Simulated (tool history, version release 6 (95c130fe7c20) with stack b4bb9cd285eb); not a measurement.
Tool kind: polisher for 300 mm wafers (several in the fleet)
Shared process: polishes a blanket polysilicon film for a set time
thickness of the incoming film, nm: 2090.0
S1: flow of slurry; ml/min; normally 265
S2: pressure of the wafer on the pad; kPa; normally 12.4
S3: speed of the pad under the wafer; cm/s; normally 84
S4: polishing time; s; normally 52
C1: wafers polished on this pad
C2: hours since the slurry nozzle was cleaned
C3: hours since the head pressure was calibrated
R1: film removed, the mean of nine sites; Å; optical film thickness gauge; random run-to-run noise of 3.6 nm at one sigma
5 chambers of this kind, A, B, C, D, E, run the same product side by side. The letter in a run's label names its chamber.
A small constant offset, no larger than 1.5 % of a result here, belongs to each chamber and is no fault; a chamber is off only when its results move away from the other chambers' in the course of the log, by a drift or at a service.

run,day,S1,S2,S3,S4,C1,C2,C3,R1
1C,0.15,265,12.4,84,52,483,104.3,149.6,2795
2D,0.267,265,12.4,84,52,358,119.4,338.2,2799.7
3B,0.442,265,12.4,84,52,591,310.5,873.9,2770.4
4A,0.612,265,12.4,84,52,390,591.1,179,2774.4
5E,0.712,265,12.4,84,52,370,136.6,965.8,2810.5
# day 0.9: chamber B: slurry nozzle cleaned
6D,0.929,265,12.4,84,52,463,135.3,354.1,2705.8
7A,1.058,265,12.4,84,52,460,601.8,189.7,2758.7
8E,1.258,265,14.5,84,52,456,149.7,978.9,3182.3
9C,1.45,265,14.5,84,52,689,135.5,180.8,3209.1
10B,1.621,265,14.5,84,52,777,17.4,902.2,3220.4
11A,1.742,265,14.5,84,52,568,618.2,206.1,3253.8
12D,1.958,265,14.5,84,52,626,160,378.8,3237.6
# day 2.129: chamber D: worn pad replaced by a new one
13B,2.15,265,12.4,84,52,860,30.1,914.9,2743.6
14C,2.312,265,12.4,84,52,825,156.2,201.5,2618.2
15E,2.496,265,12.4,84,52,651,179.4,1008.6,2707.1
# day 2.588: chamber C: worn pad replaced by a new one
16E,2.692,265,12.4,84,52,682,184.1,1013.3,2770.8
17C,2.908,265,12.4,84,52,50,170.5,215.8,2627.3
# day 2.925: chamber B: worn pad replaced by a new one
18A,3.029,265,12.4,84,52,771,649.1,237,2747.4
19B,3.204,265,12.4,84,52,44,55.4,940.2,2791
# day 3.304: chamber E: worn pad replaced by a new one
20D,3.329,265,12.4,84,52,189,192.9,411.7,2737.3
21E,3.433,265,12.4,84,52,20,201.9,1031.1,2756.6
22A,3.571,265,12.4,84,52,857,662.1,250,2831.3
23D,3.696,345,12.4,106,52,247,201.7,420.5,3517.6
24B,3.796,345,12.4,106,52,137,69.6,954.4,3614.9
25C,3.912,345,12.4,106,52,209,194.6,239.9,3371
# day 4.029: chamber A: worn pad replaced by a new one
26D,4.121,345,12.4,106,52,314,211.9,430.7,3519.2
27E,4.288,345,12.4,106,52,155,222.4,1051.6,3566.2
28C,4.388,305,12.4,84,52,284,206,251.3,2467.4
29B,4.6,305,12.4,84,52,264,88.9,973.7,2755.4
30A,4.708,305,12.4,84,52,107,689.4,277.3,2843.8
31B,4.862,305,12.4,84,52,305,95.2,980,2776
# day 4.917: chamber A: slurry nozzle cleaned
32C,4.979,305,12.4,84,52,377,220.2,265.5,2510.1
33A,5.108,265,12.4,84,52,170,4.7,286.9,2838.3

The same settings go to every chamber for the next run, one line per chamber below. Forecast the results for each:
34A,5.267,265,12.4,84,52,,,,?
34B,5.267,265,12.4,84,52,,,,?
34C,5.267,265,12.4,84,52,,,,?
34D,5.267,265,12.4,84,52,,,,?
34E,5.267,265,12.4,84,52,,,,?

run,R1
34A,2852.1
34B,2786.7
34C,2467.5
34D,2757.9
34E,2712.6
